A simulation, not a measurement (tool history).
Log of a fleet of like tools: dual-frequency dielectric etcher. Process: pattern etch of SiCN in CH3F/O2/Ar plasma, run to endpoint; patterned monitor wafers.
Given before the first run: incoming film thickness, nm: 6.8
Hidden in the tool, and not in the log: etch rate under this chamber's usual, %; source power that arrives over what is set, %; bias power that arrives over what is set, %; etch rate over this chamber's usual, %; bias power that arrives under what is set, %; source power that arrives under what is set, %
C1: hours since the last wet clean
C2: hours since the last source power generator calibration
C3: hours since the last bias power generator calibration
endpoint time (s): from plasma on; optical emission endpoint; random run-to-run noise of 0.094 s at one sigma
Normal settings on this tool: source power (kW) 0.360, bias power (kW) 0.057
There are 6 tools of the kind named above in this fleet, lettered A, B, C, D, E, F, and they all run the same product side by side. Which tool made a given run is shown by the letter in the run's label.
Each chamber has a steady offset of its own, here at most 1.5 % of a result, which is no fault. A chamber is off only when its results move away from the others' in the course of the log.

{"run": "1F", "day": 0.35, "source power (kW)": 0.36, "bias power (kW)": 0.057, "C1": 177.6, "C2": 1227.5, "C3": 667.2, "endpoint time (s)": 20.625}
{"run": "2E", "day": 0.592, "source power (kW)": 0.36, "bias power (kW)": 0.057, "C1": 258.1, "C2": 2122.5, "C3": 467.7, "endpoint time (s)": 20.324}
{"run": "3B", "day": 0.917, "source power (kW)": 0.36, "bias power (kW)": 0.057, "C1": 126.3, "C2": 3714.6, "C3": 1305.9, "endpoint time (s)": 20.46}
{"run": "4A", "day": 1.104, "source power (kW)": 0.36, "bias power (kW)": 0.057, "C1": 193.1, "C2": 53.3, "C3": 145.5, "endpoint time (s)": 20.565}
{"run": "5C", "day": 1.454, "source power (kW)": 0.36, "bias power (kW)": 0.057, "C1": 126.3, "C2": 1060.1, "C3": 523.5, "endpoint time (s)": 20.588}
{"run": "6D", "day": 1.767, "source power (kW)": 0.36, "bias power (kW)": 0.057, "C1": 469.6, "C2": 682.8, "C3": 3000.0, "endpoint time (s)": 20.668}
{"run": "7F", "day": 2.021, "source power (kW)": 0.36, "bias power (kW)": 0.057, "C1": 217.7, "C2": 1267.6, "C3": 707.3, "endpoint time (s)": 20.643}
{"run": "8A", "day": 2.254, "source power (kW)": 0.36, "bias power (kW)": 0.057, "C1": 220.7, "C2": 80.9, "C3": 173.1, "endpoint time (s)": 20.547}
{"run": "9D", "day": 2.592, "source power (kW)": 0.36, "bias power (kW)": 0.057, "C1": 489.4, "C2": 702.6, "C3": 3019.8, "endpoint time (s)": 20.466}
{"run": "10B", "day": 2.85, "source power (kW)": 0.36, "bias power (kW)": 0.057, "C1": 172.7, "C2": 3761.0, "C3": 1352.3, "endpoint time (s)": 20.587}
{"run": "11E", "day": 3.15, "source power (kW)": 0.36, "bias power (kW)": 0.057, "C1": 319.5, "C2": 2183.9, "C3": 529.1, "endpoint time (s)": 20.516}
{"run": "12C", "day": 3.433, "source power (kW)": 0.36, "bias power (kW)": 0.057, "C1": 173.8, "C2": 1107.6, "C3": 571.0, "endpoint time (s)": 20.593}
{"run": "13A", "day": 3.642, "source power (kW)": 0.36, "bias power (kW)": 0.057, "C1": 254.0, "C2": 114.2, "C3": 206.4, "endpoint time (s)": 20.718}
{"run": "14B", "day": 4.0, "source power (kW)": 0.36, "bias power (kW)": 0.057, "C1": 200.3, "C2": 3788.6, "C3": 1379.9, "endpoint time (s)": 20.461}
{"run": "15C", "day": 4.262, "source power (kW)": 0.36, "bias power (kW)": 0.057, "C1": 193.7, "C2": 1127.5, "C3": 590.9, "endpoint time (s)": 20.413}
{"run": "16E", "day": 4.629, "source power (kW)": 0.36, "bias power (kW)": 0.057, "C1": 355.0, "C2": 2219.4, "C3": 564.6, "endpoint time (s)": 20.398}
{"run": "17F", "day": 4.983, "source power (kW)": 0.36, "bias power (kW)": 0.057, "C1": 288.8, "C2": 1338.7, "C3": 778.4, "endpoint time (s)": 20.787}
{"run": "18D", "day": 5.342, "source power (kW)": 0.36, "bias power (kW)": 0.057, "C1": 555.4, "C2": 768.6, "C3": 3085.8, "endpoint time (s)": 20.666}
{"day": 5.542, "done": "chamber D: wet clean of the chamber"}
{"run": "19E", "day": 5.588, "source power (kW)": 0.36, "bias power (kW)": 0.057, "C1": 378.0, "C2": 2242.4, "C3": 587.6, "endpoint time (s)": 20.469}
{"run": "20A", "day": 5.825, "source power (kW)": 0.36, "bias power (kW)": 0.057, "C1": 306.4, "C2": 166.6, "C3": 258.8, "endpoint time (s)": 20.582}
{"run": "21C", "day": 6.083, "source power (kW)": 0.36, "bias power (kW)": 0.057, "C1": 237.4, "C2": 1171.2, "C3": 634.6, "endpoint time (s)": 20.386}
{"run": "22B", "day": 6.408, "source power (kW)": 0.36, "bias power (kW)": 0.057, "C1": 258.1, "C2": 3846.4, "C3": 1437.7, "endpoint time (s)": 20.667}
{"run": "23F", "day": 6.633, "source power (kW)": 0.36, "bias power (kW)": 0.057, "C1": 328.4, "C2": 1378.3, "C3": 818.0, "endpoint time (s)": 20.615}
{"run": "24D", "day": 6.833, "source power (kW)": 0.36, "bias power (kW)": 0.057, "C1": 31.1, "C2": 804.4, "C3": 3121.6, "endpoint time (s)": 20.553}
{"run": "25D", "day": 7.025, "source power (kW)": 0.36, "bias power (kW)": 0.057, "C1": 35.7, "C2": 809.0, "C3": 3126.2, "endpoint time (s)": 20.527}
{"run": "26E", "day": 7.188, "source power (kW)": 0.36, "bias power (kW)": 0.057, "C1": 416.4, "C2": 2280.8, "C3": 626.0, "endpoint time (s)": 20.359}
{"run": "27F", "day": 7.388, "source power (kW)": 0.36, "bias power (kW)": 0.057, "C1": 346.5, "C2": 1396.4, "C3": 836.1, "endpoint time (s)": 20.498}
{"run": "28B", "day": 7.617, "source power (kW)": 0.41, "bias power (kW)": 0.057, "C1": 287.1, "C2": 3875.4, "C3": 1466.7, "endpoint time (s)": 19.478}
{"run": "29C", "day": 7.838, "source power (kW)": 0.41, "bias power (kW)": 0.057, "C1": 279.5, "C2": 1213.3, "C3": 676.7, "endpoint time (s)": 19.211}
{"run": "30A", "day": 8.167, "source power (kW)": 0.41, "bias power (kW)": 0.057, "C1": 362.6, "C2": 222.8, "C3": 315.0, "endpoint time (s)": 19.618}
{"run": "31A", "day": 8.388, "source power (kW)": 0.41, "bias power (kW)": 0.057, "C1": 367.9, "C2": 228.1, "C3": 320.3, "endpoint time (s)": 19.729}
{"run": "32F", "day": 8.633, "source power (kW)": 0.41, "bias power (kW)": 0.057, "C1": 376.4, "C2": 1426.3, "C3": 866.0, "endpoint time (s)": 19.694}
{"run": "33D", "day": 8.908, "source power (kW)": 0.41, "bias power (kW)": 0.057, "C1": 80.9, "C2": 854.2, "C3": 3171.4, "endpoint time (s)": 19.636}
{"run": "34B", "day": 9.079, "source power (kW)": 0.36, "bias power (kW)": 0.057, "C1": 322.2, "C2": 3910.5, "C3": 1501.8, "endpoint time (s)": 20.571}
{"run": "35E", "day": 9.35, "source power (kW)": 0.36, "bias power (kW)": 0.057, "C1": 468.3, "C2": 2332.7, "C3": 677.9, "endpoint time (s)": 20.32}
{"run": "36C", "day": 9.604, "source power (kW)": 0.36, "bias power (kW)": 0.057, "C1": 321.9, "C2": 1255.7, "C3": 719.1, "endpoint time (s)": 20.212}
{"run": "37F", "day": 9.85, "source power (kW)": 0.36, "bias power (kW)": 0.057, "C1": 405.6, "C2": 1455.5, "C3": 895.2, "endpoint time (s)": 20.682}
{"run": "38D", "day": 10.096, "source power (kW)": 0.36, "bias power (kW)": 0.057, "C1": 109.4, "C2": 882.7, "C3": 3199.9, "endpoint time (s)": 20.484}
{"run": "39A", "day": 10.371, "source power (kW)": 0.36, "bias power (kW)": 0.057, "C1": 415.5, "C2": 275.7, "C3": 367.9, "endpoint time (s)": 20.719}
{"run": "40E", "day": 10.558, "source power (kW)": 0.36, "bias power (kW)": 0.046, "C1": 497.3, "C2": 2361.7, "C3": 706.9, "endpoint time (s)": 21.989}

Has any chamber moved away from the others, gradually or after a service, or does the common gauge drift, or do the chambers differ only by their own small steady offsets? State the chamber and the most likely cause if one applies.

One chamber, C, drifts off from the rest bit by bit.
Cause: etch rate over this chamber's usual, % = 2.52.

Chamber C could run next with any of the 4 candidate recipes listed below; each alters the usual settings, and their results appear as question marks. Which one brings its results back in line with what the other chambers deliver on the usual settings?
A result is in line if it is within this distance of the other chambers' mean on the usual settings: endpoint time (s) 0.330
{"run": "41C-1", "day": 10.821, "source power (kW)": 0.33, "bias power (kW)": 0.054, "endpoint time (s)": "?"}
{"run": "41C-2", "day": 10.821, "source power (kW)": 0.36, "bias power (kW)": 0.061, "endpoint time (s)": "?"}
{"run": "41C-3", "day": 10.821, "source power (kW)": 0.39, "bias power (kW)": 0.061, "endpoint time (s)": "?"}
{"run": "41C-4", "day": 10.821, "source power (kW)": 0.35, "bias power (kW)": 0.055, "endpoint time (s)": "?"}

Mean of the other chambers on the usual settings: endpoint time (s) 20.562
run=41C-1 endpoint_time_(s)=21.183
run=41C-2 endpoint_time_(s)=19.668
run=41C-3 endpoint_time_(s)=19.087
run=41C-4 endpoint_time_(s)=20.591
It is 41C-4 that realigns the chamber with its peers.
